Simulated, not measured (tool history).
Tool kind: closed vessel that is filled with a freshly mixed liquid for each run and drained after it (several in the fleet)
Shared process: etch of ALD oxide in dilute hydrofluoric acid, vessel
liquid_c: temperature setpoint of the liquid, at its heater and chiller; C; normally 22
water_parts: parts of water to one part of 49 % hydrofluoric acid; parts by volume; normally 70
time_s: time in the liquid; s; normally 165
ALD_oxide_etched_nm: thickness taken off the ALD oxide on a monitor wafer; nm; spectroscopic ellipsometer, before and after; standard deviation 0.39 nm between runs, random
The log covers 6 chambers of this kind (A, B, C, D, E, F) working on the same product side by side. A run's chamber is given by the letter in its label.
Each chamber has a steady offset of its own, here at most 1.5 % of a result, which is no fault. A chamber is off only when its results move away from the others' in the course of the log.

| run | hour | liquid_c | water_parts | time_s | read-back film thickness of the ALD oxide reference wafer, read on the same gauge (nm) | ALD_oxide_etched_nm |
|---|---|---|---|---|---|---|
| 1A | 2.1 | 22 | 70 | 165 | 130.01 | 41.288 |
| 2B | 4.8 | 22 | 70 | 165 | 129.99 | 40.833 |
| 3D | 7.6 | 22 | 70 | 165 | 130.03 | 40.581 |
| 4C | 11.2 | 22 | 70 | 165 | 130.01 | 40.67 |
| 5E | 15 | 22 | 70 | 165 | 130.02 | 40.452 |
| 6F | 18.9 | 22 | 70 | 165 | 130.01 | 41.121 |
| 7A | 21.5 | 22 | 70 | 165 | 129.99 | 40.56 |
| 8C | 25.5 | 22 | 70 | 165 | 129.98 | 40.555 |
| 9E | 29.4 | 22 | 70 | 165 | 130 | 41.211 |
| 10F | 31.7 | 22 | 70 | 165 | 129.98 | 40.181 |
| 11B | 33.7 | 22 | 70 | 165 | 129.99 | 40.371 |
| 12D | 36.4 | 22 | 100 | 110 | 129.99 | 18.083 |
| 13A | 39.8 | 22 | 100 | 110 | 130 | 18.209 |
| 14D | 43.7 | 22 | 100 | 110 | 130.03 | 18.433 |
| 15E | 46.1 | 22 | 100 | 110 | 130.01 | 18.736 |
| 16C | 48.8 | 22 | 100 | 110 | 129.99 | 18.548 |
| 17B | 51.6 | 22 | 100 | 110 | 130 | 18.521 |
| 18F | 54.1 | 22 | 55 | 85 | 130.01 | 27.213 |
| 19C | 57.1 | 22 | 55 | 85 | 130 | 27.457 |
| 20F | 60.3 | 22 | 55 | 85 | 130.02 | 26.686 |
| 21B | 62.3 | 22 | 55 | 85 | 129.98 | 26.856 |
| 22A | 64.3 | 22 | 55 | 85 | 130.02 | 27.156 |
| 23E | 67.1 | 22 | 55 | 85 | 130.01 | 26.886 |
| 24D | 70.2 | 22 | 70 | 165 | 129.99 | 40.527 |
| 25A | 74.5 | 22 | 70 | 165 | 130.03 | 40.737 |
| 26F | 76.7 | 22 | 70 | 165 | 130 | 40.09 |
| 27E | 80.1 | 22 | 70 | 165 | 129.99 | 40.655 |
| 28C | 84.2 | 25 | 45 | 165 | 129.99 | 73.697 |
| 29B | 88.6 | 25 | 45 | 165 | 129.98 | 71.779 |
| 30D | 91.9 | 25 | 45 | 165 | 129.99 | 72.445 |
| 31F | 95.6 | 25 | 45 | 165 | 129.99 | 73.313 |
| 32C | 97.8 | 25 | 45 | 165 | 130.01 | 74.618 |
| 33A | 100.8 | 25 | 45 | 165 | 130.01 | 72.972 |
| 34D | 103.4 | 22 | 70 | 165 | 130.02 | 39.726 |
| 35B | 107.3 | 22 | 70 | 165 | 129.98 | 38.34 |
| 36E | 110.5 | 22 | 70 | 165 | 130 | 40.545 |
| 37D | 113.4 | 22 | 70 | 165 | 130.02 | 40.543 |
| 38F | 117.2 | 22 | 70 | 165 | 130 | 40.216 |
| 39C | 119.5 | 22 | 70 | 165 | 130.02 | 41.209 |
| 40B | 123.6 | 22 | 70 | 165 | 130 | 37.2 |
| 41A | 126 | 22 | 70 | 165 | 129.98 | 40.698 |

Next, all 6 chambers run the settings below, one line each with question marks for the results. What does each chamber give?
| 42A | 129.2 | 22 | 55 | 165 |  | ? |
| 42B | 129.2 | 22 | 55 | 165 |  | ? |
| 42C | 129.2 | 22 | 55 | 165 |  | ? |
| 42D | 129.2 | 22 | 55 | 165 |  | ? |
| 42E | 129.2 | 22 | 55 | 165 |  | ? |
| 42F | 129.2 | 22 | 55 | 165 |  | ? |

| run | ALD_oxide_etched_nm |
|---|---|
| 42A | 53.003 |
| 42B | 48.022 |
| 42C | 52.004 |
| 42D | 52.856 |
| 42E | 52.088 |
| 42F | 52.465 |
